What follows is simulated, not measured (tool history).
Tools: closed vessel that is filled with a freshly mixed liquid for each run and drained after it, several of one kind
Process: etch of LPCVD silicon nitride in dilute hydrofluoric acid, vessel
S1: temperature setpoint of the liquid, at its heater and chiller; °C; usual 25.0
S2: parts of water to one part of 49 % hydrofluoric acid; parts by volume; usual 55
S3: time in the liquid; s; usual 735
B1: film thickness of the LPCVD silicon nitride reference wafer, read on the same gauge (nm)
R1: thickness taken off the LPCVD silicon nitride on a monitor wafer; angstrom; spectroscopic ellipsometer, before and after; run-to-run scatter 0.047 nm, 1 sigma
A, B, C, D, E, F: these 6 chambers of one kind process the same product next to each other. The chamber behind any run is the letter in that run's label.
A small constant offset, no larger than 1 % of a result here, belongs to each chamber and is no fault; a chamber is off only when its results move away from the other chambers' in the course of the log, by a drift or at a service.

{"run": "1C", "day": 0.354, "S1": 25.0, "S2": 55, "S3": 735, "B1": 140.01, "R1": 67.762}
{"run": "2B", "day": 0.608, "S1": 25.0, "S2": 55, "S3": 735, "B1": 140.01, "R1": 68.284}
{"run": "3A", "day": 0.883, "S1": 25.0, "S2": 55, "S3": 735, "B1": 140.03, "R1": 67.783}
{"day": 1.2, "done": "chamber C: thermometer replaced"}
{"run": "4F", "day": 1.208, "S1": 25.0, "S2": 55, "S3": 735, "B1": 139.99, "R1": 69.602}
{"run": "5E", "day": 1.471, "S1": 25.0, "S2": 55, "S3": 735, "B1": 140.01, "R1": 67.84}
{"run": "6D", "day": 1.738, "S1": 25.0, "S2": 40, "S3": 735, "B1": 139.99, "R1": 92.777}
{"run": "7A", "day": 1.979, "S1": 25.0, "S2": 40, "S3": 735, "B1": 140.0, "R1": 94.426}
{"run": "8C", "day": 2.338, "S1": 25.0, "S2": 40, "S3": 735, "B1": 140.02, "R1": 93.0}
{"run": "9B", "day": 2.621, "S1": 25.0, "S2": 40, "S3": 735, "B1": 140.01, "R1": 94.091}
{"run": "10F", "day": 2.958, "S1": 25.0, "S2": 40, "S3": 735, "B1": 140.0, "R1": 93.842}
{"day": 3.021, "done": "chamber D: thermometer replaced"}
{"run": "11E", "day": 3.171, "S1": 25.0, "S2": 40, "S3": 735, "B1": 139.98, "R1": 93.569}
{"day": 3.346, "done": "chamber E: thermometer replaced"}
{"run": "12D", "day": 3.454, "S1": 29.5, "S2": 55, "S3": 1000, "B1": 140.01, "R1": 125.1}
{"run": "13D", "day": 3.658, "S1": 29.5, "S2": 55, "S3": 1000, "B1": 139.98, "R1": 125.48}
{"run": "14C", "day": 4.025, "S1": 29.5, "S2": 55, "S3": 1000, "B1": 140.01, "R1": 124.26}
{"run": "15B", "day": 4.296, "S1": 29.5, "S2": 55, "S3": 1000, "B1": 140.01, "R1": 126.71}
{"run": "16E", "day": 4.521, "S1": 29.5, "S2": 55, "S3": 1000, "B1": 140.0, "R1": 125.68}
{"run": "17A", "day": 4.875, "S1": 29.5, "S2": 55, "S3": 1000, "B1": 139.99, "R1": 127.52}
{"run": "18F", "day": 5.225, "S1": 25.0, "S2": 55, "S3": 735, "B1": 140.03, "R1": 69.312}
{"run": "19C", "day": 5.533, "S1": 25.0, "S2": 55, "S3": 735, "B1": 140.03, "R1": 68.355}
{"run": "20B", "day": 5.871, "S1": 25.0, "S2": 55, "S3": 735, "B1": 140.0, "R1": 69.735}
{"run": "21F", "day": 6.079, "S1": 27.0, "S2": 55, "S3": 735, "B1": 139.99, "R1": 79.195}
{"run": "22D", "day": 6.362, "S1": 27.0, "S2": 55, "S3": 735, "B1": 140.03, "R1": 78.674}
{"run": "23A", "day": 6.625, "S1": 27.0, "S2": 55, "S3": 735, "B1": 139.96, "R1": 79.082}
{"run": "24E", "day": 6.892, "S1": 27.0, "S2": 55, "S3": 735, "B1": 140.0, "R1": 79.002}
{"run": "25F", "day": 7.104, "S1": 27.0, "S2": 55, "S3": 735, "B1": 140.0, "R1": 79.169}
{"run": "26C", "day": 7.404, "S1": 27.0, "S2": 55, "S3": 735, "B1": 139.98, "R1": 77.713}
{"run": "27D", "day": 7.617, "S1": 25.0, "S2": 55, "S3": 735, "B1": 140.01, "R1": 69.047}
{"run": "28A", "day": 7.942, "S1": 25.0, "S2": 55, "S3": 735, "B1": 140.01, "R1": 68.726}
{"run": "29B", "day": 8.225, "S1": 25.0, "S2": 45, "S3": 600, "B1": 139.97, "R1": 69.658}
{"run": "30E", "day": 8.412, "S1": 25.0, "S2": 45, "S3": 600, "B1": 139.99, "R1": 68.393}
{"run": "31F", "day": 8.767, "S1": 25.0, "S2": 45, "S3": 600, "B1": 139.99, "R1": 67.474}
{"run": "32B", "day": 9.125, "S1": 25.0, "S2": 45, "S3": 600, "B1": 140.0, "R1": 70.653}
{"run": "33A", "day": 9.462, "S1": 25.0, "S2": 45, "S3": 600, "B1": 139.99, "R1": 69.65}
{"run": "34E", "day": 9.775, "S1": 25.0, "S2": 45, "S3": 600, "B1": 140.0, "R1": 67.915}
{"run": "35D", "day": 10.071, "S1": 25.0, "S2": 55, "S3": 735, "B1": 139.99, "R1": 69.388}
{"run": "36C", "day": 10.254, "S1": 25.0, "S2": 55, "S3": 735, "B1": 140.02, "R1": 67.99}
{"run": "37A", "day": 10.533, "S1": 25.0, "S2": 55, "S3": 735, "B1": 140.0, "R1": 68.952}
{"run": "38E", "day": 10.796, "S1": 25.0, "S2": 55, "S3": 735, "B1": 139.99, "R1": 68.201}
{"run": "39C", "day": 11.096, "S1": 25.0, "S2": 55, "S3": 735, "B1": 140.0, "R1": 68.054}
{"run": "40F", "day": 11.367, "S1": 25.0, "S2": 55, "S3": 735, "B1": 140.0, "R1": 67.965}
{"run": "41D", "day": 11.667, "S1": 25.0, "S2": 55, "S3": 735, "B1": 140.02, "R1": 68.707}

Has any chamber moved away from the others, gradually or after a service, or does the common gauge drift, or do the chambers differ only by their own small steady offsets? State the chamber and the most likely cause if one applies.

One chamber, B, drifts off from the rest bit by bit.
Likeliest cause: hydrofluoric acid flow above the setpoint (%) = 6.83.
The log may not separate it from: liquid hotter than its thermometer reads (K).

Below are 4 candidate recipes for chamber B's next run, each the usual settings with a change, their results shown as question marks. Which of them brings B's results back in line with what the other chambers give on the usual settings?
To be in line, a result may differ from the other chambers' mean on the usual settings by at most: R1 1.600 angstrom
{"run": "42B-1", "day": 11.933, "S1": 24.5, "S2": 55, "S3": 685, "R1": "?"}
{"run": "42B-2", "day": 11.933, "S1": 26.5, "S2": 55, "S3": 735, "R1": "?"}
{"run": "42B-3", "day": 11.933, "S1": 25.0, "S2": 55, "S3": 775, "R1": "?"}
{"run": "42B-4", "day": 11.933, "S1": 25.0, "S2": 55, "S3": 700, "R1": "?"}

Usual-settings mean across the other chambers: R1 68.568 angstrom
run=42B-1 R1=65.282
run=42B-2 R1=80.092
run=42B-3 R1=76.377
run=42B-4 R1=68.986
The answer is 42B-4, which returns the chamber to within the allowed miss of the others.
